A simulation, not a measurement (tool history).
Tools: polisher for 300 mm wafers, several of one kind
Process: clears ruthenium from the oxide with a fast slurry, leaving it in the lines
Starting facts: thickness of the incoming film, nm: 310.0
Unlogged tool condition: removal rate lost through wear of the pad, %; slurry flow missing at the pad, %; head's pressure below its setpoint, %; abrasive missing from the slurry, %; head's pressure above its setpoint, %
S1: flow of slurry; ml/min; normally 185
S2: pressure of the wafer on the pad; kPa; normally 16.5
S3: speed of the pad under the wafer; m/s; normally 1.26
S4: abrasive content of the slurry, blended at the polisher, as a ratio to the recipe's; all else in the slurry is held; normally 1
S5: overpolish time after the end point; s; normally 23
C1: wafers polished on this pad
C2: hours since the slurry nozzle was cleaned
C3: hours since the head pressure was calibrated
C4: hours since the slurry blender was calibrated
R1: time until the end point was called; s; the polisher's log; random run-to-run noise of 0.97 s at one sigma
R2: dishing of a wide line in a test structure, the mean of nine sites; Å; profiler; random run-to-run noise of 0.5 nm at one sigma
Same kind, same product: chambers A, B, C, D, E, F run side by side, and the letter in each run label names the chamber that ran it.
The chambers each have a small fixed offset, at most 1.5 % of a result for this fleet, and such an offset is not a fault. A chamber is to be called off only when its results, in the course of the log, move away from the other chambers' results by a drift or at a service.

{"run": "1B", "hour": 7.7, "S1": 185, "S2": 16.5, "S3": 1.26, "S4": 1, "S5": 23, "C1": 686, "C2": 124.7, "C3": 66.4, "C4": 214.8, "R1": 68.148, "R2": 332.73}
{"hour": 14.3, "done": "chamber C: worn pad replaced by a new one"}
{"hour": 19.3, "done": "chamber B: worn pad replaced by a new one"}
{"run": "2A", "hour": 19.9, "S1": 185, "S2": 16.5, "S3": 1.26, "S4": 1, "S5": 23, "C1": 740, "C2": 437, "C3": 799, "C4": 300.3, "R1": 68.562, "R2": 332.89}
{"hour": 25.9, "done": "chamber D: slurry nozzle cleaned"}
{"hour": 26.9, "done": "chamber E: slurry nozzle cleaned"}
{"hour": 30.1, "done": "chamber A: worn pad replaced by a new one"}
{"run": "3C", "hour": 31.8, "S1": 185, "S2": 16.5, "S3": 1.26, "S4": 1, "S5": 23, "C1": 126, "C2": 643.1, "C3": 281.1, "C4": 104.4, "R1": 68.636, "R2": 322.84}
{"hour": 41.1, "done": "chamber A: slurry blender recalibrated"}
{"run": "4D", "hour": 43.1, "S1": 185, "S2": 16.5, "S3": 1.26, "S4": 1, "S5": 23, "C1": 1113, "C2": 17.2, "C3": 292.2, "C4": 177.7, "R1": 68.406, "R2": 327.26}
{"hour": 56.4, "done": "chamber D: worn pad replaced by a new one"}
{"run": "5E", "hour": 56.7, "S1": 185, "S2": 16.5, "S3": 1.26, "S4": 1, "S5": 23, "C1": 998, "C2": 29.8, "C3": 286.8, "C4": 153, "R1": 67.845, "R2": 328.96}
{"hour": 66.6, "done": "chamber C: head pressure recalibrated"}
{"hour": 68.5, "done": "chamber F: slurry blender recalibrated"}
{"run": "6F", "hour": 70.4, "S1": 185, "S2": 16.5, "S3": 1.26, "S4": 1, "S5": 23, "C1": 599, "C2": 272, "C3": 458.5, "C4": 1.9, "R1": 66.193, "R2": 326.47}
{"hour": 76.0, "done": "chamber F: worn pad replaced by a new one"}
{"hour": 76.1, "done": "chamber F: slurry nozzle cleaned"}
{"hour": 77.4, "done": "chamber E: worn pad replaced by a new one"}
{"run": "7B", "hour": 78.2, "S1": 185, "S2": 16.5, "S3": 1.26, "S4": 1, "S5": 23, "C1": 424, "C2": 195.2, "C3": 136.9, "C4": 285.3, "R1": 68.65, "R2": 326.31}
{"run": "8A", "hour": 89.5, "S1": 185, "S2": 16.5, "S3": 1.26, "S4": 1, "S5": 23, "C1": 428, "C2": 506.6, "C3": 868.6, "C4": 48.5, "R1": 69.189, "R2": 335.07}
{"hour": 102.1, "done": "chamber C: slurry blender recalibrated"}
{"run": "9D", "hour": 103.9, "S1": 185, "S2": 16.5, "S3": 1.26, "S4": 1, "S5": 23, "C1": 342, "C2": 78, "C3": 353, "C4": 238.5, "R1": 67.794, "R2": 333.09}
{"hour": 111.4, "done": "chamber B: worn pad replaced by a new one"}
{"run": "10C", "hour": 116.6, "S1": 185, "S2": 16.5, "S3": 1.26, "S4": 1, "S5": 23, "C1": 737, "C2": 727.9, "C3": 50, "C4": 14.6, "R1": 68.581, "R2": 337.3}
{"run": "11F", "hour": 127.8, "S1": 185, "S2": 16.5, "S3": 1.26, "S4": 1, "S5": 23, "C1": 373, "C2": 51.7, "C3": 515.9, "C4": 59.3, "R1": 68.293, "R2": 341.54}
{"run": "12E", "hour": 136.9, "S1": 185, "S2": 16.5, "S3": 1.26, "S4": 1, "S5": 23, "C1": 429, "C2": 110, "C3": 367, "C4": 233.2, "R1": 68.581, "R2": 330.47}
{"hour": 137.3, "done": "chamber C: slurry nozzle cleaned"}
{"hour": 140.6, "done": "chamber A: worn pad replaced by a new one"}
{"hour": 141.0, "done": "chamber E: slurry blender recalibrated"}
{"run": "13F", "hour": 149.3, "S1": 185, "S2": 16.5, "S3": 1.26, "S4": 1, "S5": 34, "C1": 528, "C2": 73.2, "C3": 537.4, "C4": 80.8, "R1": 68.825, "R2": 344.82}
{"hour": 158.5, "done": "chamber C: worn pad replaced by a new one"}
{"run": "14C", "hour": 160.3, "S1": 185, "S2": 16.5, "S3": 1.26, "S4": 1, "S5": 34, "C1": 13, "C2": 23, "C3": 93.7, "C4": 58.3, "R1": 66.368, "R2": 343.26}
{"hour": 162.5, "done": "chamber A: head pressure recalibrated"}
{"run": "15B", "hour": 167.7, "S1": 185, "S2": 16.5, "S3": 1.26, "S4": 1, "S5": 34, "C1": 405, "C2": 284.7, "C3": 226.4, "C4": 374.8, "R1": 67.066, "R2": 335.78}
{"hour": 178.2, "done": "chamber F: worn pad replaced by a new one"}
{"run": "16D", "hour": 181.7, "S1": 185, "S2": 16.5, "S3": 1.26, "S4": 1, "S5": 34, "C1": 902, "C2": 155.8, "C3": 430.8, "C4": 316.3, "R1": 67.425, "R2": 357.81}
{"hour": 184.6, "done": "chamber A: slurry nozzle cleaned"}
{"run": "17E", "hour": 189.4, "S1": 185, "S2": 16.5, "S3": 1.26, "S4": 1, "S5": 34, "C1": 807, "C2": 162.5, "C3": 419.5, "C4": 48.4, "R1": 66.396, "R2": 343.86}
{"hour": 195.4, "done": "chamber D: worn pad replaced by a new one"}
{"run": "18A", "hour": 201.0, "S1": 185, "S2": 16.5, "S3": 1.26, "S4": 1, "S5": 34, "C1": 435, "C2": 16.4, "C3": 38.6, "C4": 160, "R1": 74.338, "R2": 345.36}
{"hour": 203.2, "done": "chamber B: worn pad replaced by a new one"}
{"run": "19F", "hour": 207.7, "S1": 185, "S2": 16.5, "S3": 1.26, "S4": 1, "S5": 23, "C1": 212, "C2": 131.6, "C3": 595.8, "C4": 139.2, "R1": 69.029, "R2": 332.86}
{"run": "20D", "hour": 220.7, "S1": 185, "S2": 16.5, "S3": 1.26, "S4": 1, "S5": 23, "C1": 182, "C2": 194.8, "C3": 469.8, "C4": 355.3, "R1": 68.101, "R2": 331.06}
{"run": "21C", "hour": 233.0, "S1": 185, "S2": 16.5, "S3": 1.26, "S4": 1, "S5": 23, "C1": 537, "C2": 95.7, "C3": 166.4, "C4": 131, "R1": 69.53, "R2": 336.4}
{"run": "22A", "hour": 246.0, "S1": 185, "S2": 16.5, "S3": 1.26, "S4": 1, "S5": 23, "C1": 759, "C2": 61.4, "C3": 83.6, "C4": 205, "R1": 73.241, "R2": 321.78}
{"run": "23B", "hour": 254.3, "S1": 130, "S2": 16.5, "S3": 1.26, "S4": 1, "S5": 12, "C1": 368, "C2": 371.3, "C3": 313, "C4": 461.4, "R1": 72.972, "R2": 261.35}
{"hour": 258.4, "done": "chamber C: slurry blender recalibrated"}
{"hour": 260.1, "done": "chamber E: worn pad replaced by a new one"}
{"run": "24E", "hour": 264.1, "S1": 130, "S2": 16.5, "S3": 1.26, "S4": 1, "S5": 12, "C1": 29, "C2": 237.2, "C3": 494.2, "C4": 123.1, "R1": 69.061, "R2": 257.82}
{"run": "25C", "hour": 274.7, "S1": 130, "S2": 16.5, "S3": 1.26, "S4": 1, "S5": 12, "C1": 837, "C2": 137.4, "C3": 208.1, "C4": 16.3, "R1": 72.385, "R2": 256.49}
{"hour": 275.0, "done": "chamber A: worn pad replaced by a new one"}
{"hour": 280.1, "done": "chamber B: slurry blender recalibrated"}
{"run": "26F", "hour": 286.6, "S1": 130, "S2": 16.5, "S3": 1.26, "S4": 1, "S5": 12, "C1": 781, "C2": 210.5, "C3": 674.7, "C4": 218.1, "R1": 73.421, "R2": 256.68}
{"hour": 287.9, "done": "chamber F: slurry blender recalibrated"}
{"hour": 289.4, "done": "chamber F: worn pad replaced by a new one"}
{"hour": 294.7, "done": "chamber B: worn pad replaced by a new one"}
{"run": "27B", "hour": 301.4, "S1": 130, "S2": 16.5, "S3": 1.26, "S4": 1, "S5": 12, "C1": 48, "C2": 418.4, "C3": 360.1, "C4": 21.4, "R1": 72.566, "R2": 258.17}
{"run": "28A", "hour": 313.5, "S1": 130, "S2": 16.5, "S3": 1.26, "S4": 1, "S5": 12, "C1": 278, "C2": 128.9, "C3": 151.1, "C4": 272.5, "R1": 77.638, "R2": 250.78}
{"hour": 319.4, "done": "chamber C: worn pad replaced by a new one"}
{"run": "29D", "hour": 322.0, "S1": 185, "S2": 16.5, "S3": 1.26, "S4": 1, "S5": 23, "C1": 912, "C2": 296.1, "C3": 571.1, "C4": 456.6, "R1": 68.571, "R2": 331.89}
{"hour": 329.1, "done": "chamber D: slurry blender recalibrated"}
{"run": "30E", "hour": 331.8, "S1": 185, "S2": 16.5, "S3": 1.26, "S4": 1, "S5": 23, "C1": 516, "C2": 304.9, "C3": 561.9, "C4": 190.8, "R1": 68.286, "R2": 334.75}
{"hour": 336.6, "done": "chamber F: slurry nozzle cleaned"}
{"run": "31A", "hour": 344.2, "S1": 185, "S2": 16.5, "S3": 1.26, "S4": 1, "S5": 23, "C1": 499, "C2": 159.6, "C3": 181.8, "C4": 303.2, "R1": 72.19, "R2": 324.86}
{"hour": 355.5, "done": "chamber D: worn pad replaced by a new one"}
{"run": "32D", "hour": 358.3, "S1": 185, "S2": 16.5, "S3": 1.26, "S4": 1, "S5": 23, "C1": 20, "C2": 332.4, "C3": 607.4, "C4": 29.2, "R1": 69.149, "R2": 324.16}
{"run": "33E", "hour": 371.5, "S1": 185, "S2": 16.5, "S3": 1.26, "S4": 1, "S5": 23, "C1": 802, "C2": 344.6, "C3": 601.6, "C4": 230.5, "R1": 69.055, "R2": 332.52}
{"run": "34F", "hour": 384.6, "S1": 185, "S2": 16.5, "S3": 1.1, "S4": 1, "S5": 11, "C1": 686, "C2": 48.1, "C3": 772.7, "C4": 96.8, "R1": 77.785, "R2": 244.62}
{"hour": 387.7, "done": "chamber F: worn pad replaced by a new one"}
{"hour": 392.6, "done": "chamber E: slurry blender recalibrated"}
{"run": "35B", "hour": 396.7, "S1": 185, "S2": 16.5, "S3": 1.1, "S4": 1, "S5": 11, "C1": 735, "C2": 513.7, "C3": 455.4, "C4": 116.7, "R1": 78.025, "R2": 237.85}
{"hour": 402.4, "done": "chamber B: worn pad replaced by a new one"}
{"run": "36C", "hour": 404.6, "S1": 185, "S2": 16.5, "S3": 1.1, "S4": 1, "S5": 11, "C1": 614, "C2": 267.3, "C3": 338, "C4": 146.2, "R1": 77.71, "R2": 230.36}
{"run": "37E", "hour": 416.1, "S1": 185, "S2": 16.5, "S3": 1.1, "S4": 1, "S5": 11, "C1": 1124, "C2": 389.2, "C3": 646.2, "C4": 23.6, "R1": 79.277, "R2": 248.28}
{"run": "38B", "hour": 429.7, "S1": 185, "S2": 16.5, "S3": 1.1, "S4": 1, "S5": 11, "C1": 196, "C2": 546.7, "C3": 488.4, "C4": 149.7, "R1": 78.787, "R2": 235.72}
{"hour": 436.2, "done": "chamber C: head pressure recalibrated"}
{"hour": 438.1, "done": "chamber C: slurry blender recalibrated"}
{"run": "39F", "hour": 441.5, "S1": 185, "S2": 16.5, "S3": 1.1, "S4": 1, "S5": 11, "C1": 387, "C2": 105, "C3": 829.6, "C4": 153.7, "R1": 78.41, "R2": 242.14}
{"run": "40C", "hour": 448.4, "S1": 185, "S2": 16.5, "S3": 1.58, "S4": 1, "S5": 28, "C1": 929, "C2": 311.1, "C3": 12.2, "C4": 10.3, "R1": 54.444, "R2": 346.66}

For the next run the whole fleet of 6 chambers uses the same settings. Give each chamber's results:
{"run": "41A", "hour": 459.1, "S1": 185, "S2": 16.5, "S3": 1.26, "S4": 1, "S5": 23, "R1": "?", "R2": "?"}
{"run": "41B", "hour": 459.1, "S1": 185, "S2": 16.5, "S3": 1.26, "S4": 1, "S5": 23, "R1": "?", "R2": "?"}
{"run": "41C", "hour": 459.1, "S1": 185, "S2": 16.5, "S3": 1.26, "S4": 1, "S5": 23, "R1": "?", "R2": "?"}
{"run": "41D", "hour": 459.1, "S1": 185, "S2": 16.5, "S3": 1.26, "S4": 1, "S5": 23, "R1": "?", "R2": "?"}
{"run": "41E", "hour": 459.1, "S1": 185, "S2": 16.5, "S3": 1.26, "S4": 1, "S5": 23, "R1": "?", "R2": "?"}
{"run": "41F", "hour": 459.1, "S1": 185, "S2": 16.5, "S3": 1.26, "S4": 1, "S5": 23, "R1": "?", "R2": "?"}

run=41A R1=74.491 R2=329.35
run=41B R1=69.515 R2=323.49
run=41C R1=66.473 R2=332.48
run=41D R1=66.383 R2=326.24
run=41E R1=68.797 R2=332.18
run=41F R1=67.144 R2=332.38
